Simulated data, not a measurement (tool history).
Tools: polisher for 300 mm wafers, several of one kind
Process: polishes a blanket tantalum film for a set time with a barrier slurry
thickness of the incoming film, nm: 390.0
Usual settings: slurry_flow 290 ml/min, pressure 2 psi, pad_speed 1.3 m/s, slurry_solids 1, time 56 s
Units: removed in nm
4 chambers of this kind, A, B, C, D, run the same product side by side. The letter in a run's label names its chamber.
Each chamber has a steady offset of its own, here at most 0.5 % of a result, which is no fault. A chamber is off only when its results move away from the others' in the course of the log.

| run | hour | slurry_flow | pressure | pad_speed | slurry_solids | time | wafers polished on this pad | hours since the slurry nozzle was cleaned | hours since the head pressure was calibrated | hours since the slurry blender was calibrated | removed |
|---|---|---|---|---|---|---|---|---|---|---|---|
| 1B | 7.4 | 290 | 2 | 1.3 | 1 | 56 | 375 | 324 | 462.7 | 392 | 102.07 |
| 2D | 12.1 | 290 | 2 | 1.3 | 1 | 56 | 990 | 232.4 | 550.1 | 284.6 | 102.53 |
|  | 12.7 | chamber D: worn pad replaced by a new one |
| 3A | 16.6 | 290 | 2 | 1.3 | 1 | 56 | 715 | 94 | 58.5 | 98.3 | 101.9 |
|  | 18.5 | chamber C: worn pad replaced by a new one |
| 4C | 20.9 | 290 | 2 | 1.3 | 1 | 56 | 31 | 147 | 341.9 | 239.6 | 99.425 |
| 5C | 25.3 | 290 | 2 | 1.74 | 1 | 56 | 87 | 151.4 | 346.3 | 244 | 136.17 |
| 6B | 30.5 | 290 | 2 | 1.74 | 1 | 56 | 670 | 347.1 | 485.8 | 415.1 | 138.22 |
|  | 35.7 | chamber A: worn pad replaced by a new one |
| 7D | 38.1 | 290 | 2 | 1.74 | 1 | 56 | 324 | 258.4 | 576.1 | 310.6 | 135.73 |
|  | 42 | chamber B: worn pad replaced by a new one |
| 8A | 42.6 | 290 | 2 | 1.74 | 1 | 56 | 88 | 120 | 84.5 | 124.3 | 134.14 |
| 9B | 48.5 | 290 | 2 | 1.3 | 1 | 56 | 83 | 365.1 | 503.8 | 433.1 | 99.92 |
| 10D | 52.8 | 290 | 2 | 1.3 | 1 | 56 | 512 | 273.1 | 590.8 | 325.3 | 100.73 |
| 11A | 59.1 | 290 | 2 | 1.3 | 1 | 56 | 298 | 136.5 | 101 | 140.8 | 100.88 |
| 12C | 64.4 | 290 | 2.3 | 0.96 | 1 | 56 | 585 | 190.5 | 385.4 | 283.1 | 87.362 |
| 13A | 70.1 | 290 | 2.3 | 0.96 | 1 | 56 | 439 | 147.5 | 112 | 151.8 | 86.546 |
|  | 73.6 | chamber B: slurry blender recalibrated |
| 14C | 75.6 | 290 | 2.3 | 0.96 | 1 | 56 | 728 | 201.7 | 396.6 | 294.3 | 87.213 |
|  | 79.4 | chamber D: slurry blender recalibrated |
| 15D | 82.1 | 290 | 2.3 | 0.96 | 1 | 56 | 885 | 302.4 | 620.1 | 2.7 | 86.222 |
| 16B | 86.5 | 290 | 2 | 1.3 | 1 | 56 | 567 | 403.1 | 541.8 | 13 | 101.42 |
|  | 86.8 | chamber C: worn pad replaced by a new one |
| 17B | 90 | 290 | 2 | 1.3 | 1 | 56 | 612 | 406.6 | 545.3 | 16.5 | 101.43 |
|  | 95.6 | chamber D: worn pad replaced by a new one |
| 18A | 96.6 | 290 | 2 | 1.3 | 1 | 56 | 776 | 174 | 138.5 | 178.3 | 102.55 |
| 19D | 102.9 | 290 | 2 | 0.94 | 1 | 56 | 93 | 323.2 | 640.9 | 23.5 | 74.248 |
| 20C | 106.5 | 290 | 2 | 0.94 | 1 | 56 | 252 | 232.6 | 427.5 | 325.2 | 73.339 |
| 21D | 111.7 | 290 | 2 | 0.94 | 1 | 56 | 205 | 332 | 649.7 | 32.3 | 74.389 |
|  | 115.8 | chamber B: worn pad replaced by a new one |
| 22C | 116.5 | 290 | 2 | 0.94 | 1 | 56 | 379 | 242.6 | 437.5 | 335.2 | 73.389 |
| 23A | 120.6 | 290 | 2 | 1.3 | 1 | 38 | 1082 | 198 | 162.5 | 202.3 | 67.64 |
|  | 121.1 | chamber A: worn pad replaced by a new one |
| 24B | 127.1 | 290 | 2 | 1.3 | 1 | 38 | 144 | 443.7 | 582.4 | 53.6 | 68.963 |
| 25A | 132.2 | 290 | 2 | 1.3 | 1 | 38 | 142 | 209.6 | 174.1 | 213.9 | 67.2 |
| 26B | 140.2 | 290 | 2 | 1.3 | 1 | 38 | 311 | 456.8 | 595.5 | 66.7 | 68.829 |
| 27D | 144.7 | 290 | 2 | 1.3 | 1 | 56 | 626 | 365 | 682.7 | 65.3 | 101.75 |
|  | 149.7 | chamber C: worn pad replaced by a new one |
| 28C | 150.3 | 290 | 2.3 | 1.3 | 1 | 56 | 8 | 276.4 | 471.3 | 369 | 117.93 |
| 29A | 155.9 | 290 | 2.3 | 1.3 | 1 | 56 | 444 | 233.3 | 197.8 | 237.6 | 111.06 |
| 30D | 160.6 | 290 | 2.3 | 1.3 | 1 | 56 | 828 | 380.9 | 698.6 | 81.2 | 117.03 |
| 31C | 167.6 | 290 | 2.3 | 1.3 | 1 | 56 | 228 | 293.7 | 488.6 | 386.3 | 116.02 |
| 32B | 173.3 | 290 | 1.7 | 1.3 | 1 | 56 | 733 | 489.9 | 628.6 | 99.8 | 87.005 |
| 33B | 177.5 | 290 | 1.7 | 1.3 | 1 | 56 | 787 | 494.1 | 632.8 | 104 | 86.305 |
|  | 179.2 | chamber B: worn pad replaced by a new one |
|  | 179.7 | chamber D: worn pad replaced by a new one |
| 34C | 184.1 | 290 | 1.7 | 1.3 | 1 | 56 | 439 | 310.2 | 505.1 | 402.8 | 85.634 |
| 35D | 189.9 | 290 | 1.7 | 1.3 | 1 | 56 | 130 | 410.2 | 727.9 | 110.5 | 86.81 |
| 36A | 197.3 | 245 | 2 | 1.3 | 1 | 56 | 972 | 274.7 | 239.2 | 279 | 91.952 |
| 37A | 204.9 | 245 | 2 | 1.3 | 1 | 56 | 1069 | 282.3 | 246.8 | 286.6 | 92.958 |
|  | 205.5 | chamber C: worn pad replaced by a new one |
|  | 207.8 | chamber A: worn pad replaced by a new one |
| 38B | 211.2 | 245 | 2 | 1.3 | 1 | 56 | 408 | 527.8 | 666.5 | 137.7 | 100.31 |
| 39C | 216.5 | 245 | 2 | 1.3 | 1 | 56 | 140 | 342.6 | 537.5 | 435.2 | 96.734 |
| 40D | 223.7 | 290 | 1.5 | 1.3 | 1 | 56 | 561 | 444 | 761.7 | 144.3 | 75.446 |
| 41A | 231.5 | 290 | 1.5 | 1.3 | 1 | 56 | 303 | 308.9 | 273.4 | 313.2 | 68.22 |

Is one chamber off against the others, does the gauge drift, or is nothing wrong? If a chamber is off, say which, and what the likeliest cause is.

Chamber A drifts away from the others.
Cause: abrasive missing from the slurry, % = 27.5.
The log may not tell that from: head's pressure below its setpoint, %.

Here are 4 candidates for chamber A's next run, each the usual settings with a change, their results left as question marks. Which one brings its results back in line with what the others give on the usual settings?
In line means no further than this from the other chambers' mean on the usual settings: removed 3 nm
| 42A-1 | 237.2 | 290 | 2.1 | 1.34 | 1 | 58 |  |  |  |  | ? |
| 42A-2 | 237.2 | 285 | 1.8 | 1.16 | 0.95 | 56 |  |  |  |  | ? |
| 42A-3 | 237.2 | 290 | 1.9 | 1.22 | 1 | 56 |  |  |  |  | ? |
| 42A-4 | 237.2 | 290 | 2.2 | 1.4 | 1 | 60 |  |  |  |  | ? |

The other chambers' mean on the usual settings: removed 101.57 nm
| run | removed |
|---|---|
| 42A-1 | 101.39 |
| 42A-2 | 71.003 |
| 42A-3 | 80.561 |
| 42A-4 | 114.85 |
42A-1 brings the chamber back in line.
